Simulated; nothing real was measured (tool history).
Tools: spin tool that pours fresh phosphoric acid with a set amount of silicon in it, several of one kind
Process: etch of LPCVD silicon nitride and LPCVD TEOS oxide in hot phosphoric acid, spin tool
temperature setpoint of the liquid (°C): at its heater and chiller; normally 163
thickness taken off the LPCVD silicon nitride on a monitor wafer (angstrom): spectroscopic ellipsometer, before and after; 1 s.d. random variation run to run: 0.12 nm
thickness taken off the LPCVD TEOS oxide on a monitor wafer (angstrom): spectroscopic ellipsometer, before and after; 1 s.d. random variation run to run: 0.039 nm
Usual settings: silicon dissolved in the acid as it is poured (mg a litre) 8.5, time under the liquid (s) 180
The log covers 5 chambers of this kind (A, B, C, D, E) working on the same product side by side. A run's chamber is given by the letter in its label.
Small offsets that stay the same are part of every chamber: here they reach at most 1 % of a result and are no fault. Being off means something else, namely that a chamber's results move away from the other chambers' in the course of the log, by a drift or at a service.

run	hour	temperature setpoint of the liquid (°C)	silicon dissolved in the acid as it is poured (mg a litre)	time under the liquid (s)	hours since the thermometer was replaced	hours since the dissolved silicon flow meter was replaced	hours since the heated supply line was repaired	read-back film thickness of the LPCVD silicon nitride reference wafer, read on the same gauge (nm)	read-back film thickness of the LPCVD TEOS oxide reference wafer, read on the same gauge (nm)	thickness taken off the LPCVD silicon nitride on a monitor wafer (angstrom)	thickness taken off the LPCVD TEOS oxide on a monitor wafer (angstrom)
1B	10.4	163	8.5	180	1233.3	1486.4	120.9	140	70.018	158.18	4.0544
2A	23.1	163	8.5	180	417.4	1495.2	1943.7	140.04	69.992	158.05	4.037
3D	30	163	8.5	180	550.1	374.2	746.1	140	69.957	155.39	4.6484
4E	42.6	163	8.5	180	330.2	206.3	89.3	140.01	69.979	158.79	4.3024
5C	52.2	163	8.5	180	1133.1	89.4	668.5	140.02	70.054	156.18	4.8511
6E	65.7	163	8.5	90	353.3	229.4	112.4	139.99	70.008	78.937	2.2218
7A	78.3	163	8.5	90	472.6	1550.4	1998.9	140	69.987	78.665	2.4669
8D	93.5	163	8.5	90	613.6	437.7	809.6	140.02	70.025	79.107	2.1415
9C	106.8	163	8.5	90	1187.7	144	723.1	140.03	70.046	79.156	2.3748
10B	117.1	163	8.5	90	1340	1593.1	227.6	140.03	70.012	80.448	2.0936
11D	131.6	163	8.5	180	651.7	475.8	847.7	139.96	69.952	158.33	4.4129
12E	138.7	163	8.5	180	426.3	302.4	185.4	140.01	69.962	157.51	3.923
13A	152.4	163	8.5	180	546.7	1624.5	2073	140.01	69.98	155.99	3.9314
# hour 153.3: chamber C: heated supply line repaired
14C	163.5	163	8.5	180	1244.4	200.7	10.2	140	70.043	158.12	4.5264
15B	170.8	163	8.5	180	1393.7	1646.8	281.3	139.96	69.977	160.2	4.4158
16B	181.9	163	8.5	180	1404.8	1657.9	292.4	140.02	70	163.45	4.5333
17C	190.5	163	8.5	180	1271.4	227.7	37.2	140	70.008	158.91	3.966
18D	204	163	8.5	180	724.1	548.2	920.1	140.01	69.956	159.05	3.9261
19A	213.8	163	8.5	180	608.1	1685.9	2134.4	139.96	70.04	155.67	4.7016
20E	221.3	163	8.5	180	508.9	385	268	140	69.999	158.32	5.2329
21D	233.1	163	8.5	180	753.2	577.3	949.2	139.96	70.034	158.08	4.3265
22C	244	164.5	12	180	1324.9	281.2	90.7	140.03	70.047	167.19	5.0574
23E	256.9	164.5	12	180	544.5	420.6	303.6	139.96	69.99	166	5.0822
# hour 264.3: chamber A: thermometer replaced
24A	270.5	164.5	12	180	6.2	1742.6	2191.1	139.99	70.001	167.45	3.9736
25B	282.9	164.5	12	180	1505.8	1758.9	393.4	140.02	69.991	175.2	4.9463
26E	298	164.5	12	180	585.6	461.7	344.7	139.95	70.035	164.18	4.8157
27C	313.6	163	8.5	180	1394.5	350.8	160.3	139.98	70.018	156.9	4.9961
28A	325.9	163	8.5	180	61.6	1798	2246.5	139.99	69.967	158.1	3.7757
29D	340.2	162	8.5	180	860.3	684.4	1056.3	140.04	70.02	150.48	4.6423
30B	351	162	8.5	180	1573.9	1827	461.5	140.05	70.009	164.72	4.3389
# hour 363.3: chamber D: dissolved silicon flow meter replaced
31C	364.3	162	8.5	180	1445.2	401.5	211	140.03	70.067	152.67	3.4273
32A	375.1	162	8.5	180	110.8	1847.2	2295.7	140.06	70.024	152.92	4.0857
33D	389.8	162	8.5	180	909.9	26.5	1105.9	140.01	70.038	152.74	4.8064
34B	402.8	163	8.5	180	1625.7	1878.8	513.3	140.08	70.02	171.56	4.8127

What goes on in this fleet: one chamber off, a drifting gauge, or nothing beyond the chambers' own small offsets? Name the chamber and the cause, if any.

One chamber, B, drifts off from the rest bit by bit.
What lies behind it: liquid hotter than its thermometer reads (K) = 2.48.

Below are 4 candidate recipes for chamber B's next run, each the usual settings with a change, their results shown as question marks. Which of them brings B's results back in line with what the other chambers give on the usual settings?
To be in line, a result may differ from the other chambers' mean on the usual settings by at most: thickness taken off the LPCVD silicon nitride on a monitor wafer (angstrom) 4.3; thickness taken off the LPCVD TEOS oxide on a monitor wafer (angstrom) 1.4
35B-1	414	163	9	175						?	?
35B-2	414	162	11	170						?	?
35B-3	414	163	8	185						?	?
35B-4	414	164	6	190						?	?

Mean of the other chambers on the usual settings: thickness taken off the LPCVD silicon nitride on a monitor wafer (angstrom) 157.49; thickness taken off the LPCVD TEOS oxide on a monitor wafer (angstrom) 4.3344
run	thickness taken off the LPCVD silicon nitride on a monitor wafer (angstrom)	thickness taken off the LPCVD TEOS oxide on a monitor wafer (angstrom)
35B-1	167.6	4.8135
35B-2	157.56	4.1602
35B-3	177.18	5.1992
35B-4	188.02	5.9832
With 35B-2, the chamber falls back in line with the rest.
